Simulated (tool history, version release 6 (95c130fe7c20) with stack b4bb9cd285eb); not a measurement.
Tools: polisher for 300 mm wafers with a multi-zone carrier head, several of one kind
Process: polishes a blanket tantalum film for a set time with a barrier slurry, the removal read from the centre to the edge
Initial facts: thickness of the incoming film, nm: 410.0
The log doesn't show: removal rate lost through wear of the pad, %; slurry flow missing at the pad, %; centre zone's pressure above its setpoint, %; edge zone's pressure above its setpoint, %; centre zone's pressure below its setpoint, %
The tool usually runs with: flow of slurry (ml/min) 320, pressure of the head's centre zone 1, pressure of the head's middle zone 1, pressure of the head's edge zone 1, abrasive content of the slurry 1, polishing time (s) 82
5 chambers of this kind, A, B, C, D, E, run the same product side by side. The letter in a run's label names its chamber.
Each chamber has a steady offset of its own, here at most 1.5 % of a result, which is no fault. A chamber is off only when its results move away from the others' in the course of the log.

run    day  flow of slurry (ml/min)  pressure of the head's centre zone  pressure of the head's middle zone  pressure of the head's edge zone  abrasive content of the slurry  polishing time (s)  wafers polished on this pad  hours since the slurry nozzle was cleaned  hours since the centre zone pressure was calibrated  hours since the edge zone pressure was calibrated  film removed at the wafer's centre (Å)  film removed at mid-radius (Å)  film removed at the wafer's edge (Å)
 1A  0.112                      320                                   1                                   1                                 1                               1                  82                          348                                        603                                                  477                                              203.5                                  1034.4                          1051.2                                1062.2
 2D  0.279                      320                                   1                                   1                                 1                               1                  82                          932                                      138.9                                                 71.6                                               50.9                                  1032.8                          1051.2                                1040.9
 3B  0.433                      320                                   1                                   1                                 1                               1                  82                          360                                      840.8                                                  657                                              231.8                                  1038.2                          1049.2                                1054.5
 4E  0.579                      320                                   1                                   1                                 1                               1                  82                          688                                       26.6                                                967.7                                              417.7                                  1056.5                          1059.6                                1044.7
 5C  0.688                      320                                   1                                   1                                 1                               1                  82                          704                                      369.3                                                  201                                              709.7                                  1052.5                          1044.4                                1061.7
 6A  0.804                      320                                   1                                   1                                 1                               1                  82                          594                                      619.6                                                493.6                                              220.1                                  1051.6                          1042.9                                1036.4
 7B  0.896                      320                                   1                                   1                                 1                               1                  82                          524                                      851.9                                                668.1                                              242.9                                  1047.9                          1054.7                                1050.7
     0.942  -- chamber A: worn pad replaced by a new one
 8C  1.042                      320                                   1                                   1                                 1                               1                  82                          829                                      377.8                                                209.5                                              718.2                                  1040.7                          1048.7                                1058.7
 9D  1.229                      320                                   1                                   1                                 1                               1                  82                         1269                                      161.7                                                 94.4                                               73.7                                  1056.4                            1055                                1031.3
     1.371  -- chamber B: worn pad replaced by a new one
10E  1.388                      320                                   1                                   1                                 1                               1                  82                          974                                         46                                                987.1                                              437.1                                  1071.2                          1055.2                                1045.1
     1.571  -- chamber D: worn pad replaced by a new one
11E  1.579                      320                                   1                                   1                                 1                               1                  82                         1042                                       50.6                                                991.7                                              441.7                                  1050.8                            1050                                  1049
     1.696  -- chamber E: worn pad replaced by a new one
12C  1.721                      320                                   1                                   1                                 1                               1                  82                         1070                                      394.1                                                225.8                                              734.5                                  1033.7                          1041.8                                1029.5
13A  1.842                      320                                   1                                   1                                 1                               1                  82                          320                                      644.5                                                518.5                                                245                                  1071.5                          1030.5                                1049.7
14B  1.975                      320                                   1                                   1                                 1                               1                  82                          214                                      877.8                                                  694                                              268.8                                  1030.3                          1050.7                                1042.3
15D  2.142                      320                                   1                                   1                                 1                               1                  82                          203                                      183.6                                                116.3                                               95.6                                  1023.6                          1047.9                                1060.9
16E  2.238                      320                                   1                                   1                                 1                               1                  82                          192                                       66.4                                               1007.5                                              457.5                                  1064.4                          1069.2                                1039.4
17A  2.342                      320                                   1                                   1                                 1                               1                  82                          497                                      656.5                                                530.5                                                257                                  1042.7                          1033.3                                1049.6
     2.517  -- chamber A: worn pad replaced by a new one
18B  2.517                      320                                   1                                   1                                 1                            0.75                  82                          406                                      890.8                                                  707                                              281.8                                  935.91                          966.91                                966.71
19C  2.662                      320                                   1                                   1                                 1                            0.75                  82                         1404                                      416.7                                                248.4                                              757.1                                  925.97                          941.16                                917.35
20D  2.775                      320                                   1                                   1                                 1                            0.75                  82                          428                                      198.8                                                131.5                                              110.8                                  959.83                           963.5                                974.72
21A  2.929                      320                                   1                                   1                                 1                            0.75                  82                          146                                      670.6                                                544.6                                              271.1                                  953.57                          958.51                                954.71
22D  3.088                      320                                   1                                   1                                 1                            0.75                  82                          539                                      206.3                                                  139                                              118.3                                  952.94                          971.97                                946.79
23E  3.217                      320                                   1                                   1                                 1                               1                  82                          539                                       89.9                                                 1031                                                481                                  1075.5                          1054.5                                1048.7
24C  3.358                      320                                   1                                   1                                 1                               1                  82                         1651                                      433.4                                                265.1                                              773.8                                  1023.1                          1010.5                                 999.7
25B  3.517                      320                                   1                                   1                                 1                               1                  82                          761                                      914.8                                                  731                                              305.8                                    1019                          1053.5                                  1056
     3.558  -- chamber B: worn pad replaced by a new one
     3.567  -- chamber B: slurry nozzle cleaned
26B  3.646                      320                                   1                                   1                                 1                               1                  82                           31                                          2                                                734.1                                              308.9                                  1038.1                          1032.3                                1047.8
27C  3.842                      320                                   1                                   1                                 1                               1                  82                         1822                                        445                                                276.7                                              785.4                                  1001.5                          1015.3                                989.02
28A      4                      320                                   1                                   1                                 1                               1                  82                          526                                      696.3                                                570.3                                              296.8                                  1054.5                          1046.4                                1058.6
29D  4.154                      320                                   1                                   1                                 1                               1                  82                          917                                      231.9                                                164.6                                              143.9                                  1024.5                          1046.3                                1050.7
     4.246  -- chamber A: worn pad replaced by a new one
30E  4.317                      320                                   1                                   1                                 1                               1                  82                          929                                      116.3                                               1057.4                                              507.4                                  1063.9                            1063                                1050.1
     4.475  -- chamber C: slurry nozzle cleaned
31A    4.5                      320                                   1                                   1                                 1                               1                  82                           91                                      708.3                                                582.3                                              308.8                                  1072.8                          1038.1                                1068.7
32E  4.638                      320                                   1                                   1                                 1                               1                  82                         1043                                        124                                               1065.1                                              515.1                                  1058.6                          1047.5                                1050.2
33B  4.783                      320                                   1                                   1                                 1                               1                  82                          434                                       29.3                                                761.4                                              336.2                                  1050.5                          1047.7                                1047.5
34D  4.888                      320                                   1                                   1                                 1                               1                  82                         1177                                      249.5                                                182.2                                              161.5                                  1040.8                          1035.5                                1043.7
35C  5.042                      320                                   1                                   1                                 1                               1                  82                         2248                                       13.6                                                305.5                                              814.2                                  971.75                          982.99                                987.72
36D  5.225                      320                                   1                                   1                                 1                               1                  82                         1297                                      257.6                                                190.3                                              169.6                                  1033.4                          1032.9                                1040.9
37B  5.408                      320                                   1                                   1                                 1                             1.2                  56                          656                                       44.3                                                776.4                                              351.2                                  737.37                          759.47                                749.38
38A  5.517                      320                                   1                                   1                                 1                             1.2                  56                          452                                      732.7                                                606.7                                              333.2                                  754.64                          744.57                                760.76
39C  5.642                      320                                   1                                   1                                 1                             1.2                  56                         2461                                         28                                                319.9                                              828.6                                  707.67                          702.27                                703.15

Has any chamber moved away from the others, gradually or after a service, or does the common gauge drift, or do the chambers differ only by their own small steady offsets? State the chamber and the most likely cause if one applies.

Chamber C drifts away from the others.
Most likely cause: removal rate lost through wear of the pad, % = 7.36.

Chamber C could run next with any of the 4 candidate recipes listed below; each alters the usual settings, and their results appear as question marks. Which one brings its results back in line with what the other chambers deliver on the usual settings?
Maximum distance from the other chambers' mean on the usual settings for a result to count as in line: film removed at the wafer's centre (Å) 41; film removed at mid-radius (Å) 29; film removed at the wafer's edge (Å) 30
40C-1  5.788                      320                                   1                                   1                              1.01                               1                  92                                                                                                                                                                                                                       ?                               ?                                     ?
40C-2  5.788                      320                                   1                                   1                                 1                               1                  76                                                                                                                                                                                                                       ?                               ?                                     ?
40C-3  5.788                      320                                   1                                   1                                 1                               1                  88                                                                                                                                                                                                                       ?                               ?                                     ?
40C-4  5.788                      320                                   1                                   1                              0.99                               1                  72                                                                                                                                                                                                                       ?                               ?                                     ?

Other chambers, usual settings, mean: film removed at the wafer's centre (Å) 1045.7; film removed at mid-radius (Å) 1048.3; film removed at the wafer's edge (Å) 1046.2
  run  film removed at the wafer's centre (Å)  film removed at mid-radius (Å)  film removed at the wafer's edge (Å)
40C-1                                  1092.7                          1096.8                                1093.6
40C-2                                  902.66                          906.07                                898.71
40C-3                                  1045.2                          1049.1                                1040.6
40C-4                                  855.15                          858.39                                846.93
With 40C-3, the chamber falls back in line with the rest.

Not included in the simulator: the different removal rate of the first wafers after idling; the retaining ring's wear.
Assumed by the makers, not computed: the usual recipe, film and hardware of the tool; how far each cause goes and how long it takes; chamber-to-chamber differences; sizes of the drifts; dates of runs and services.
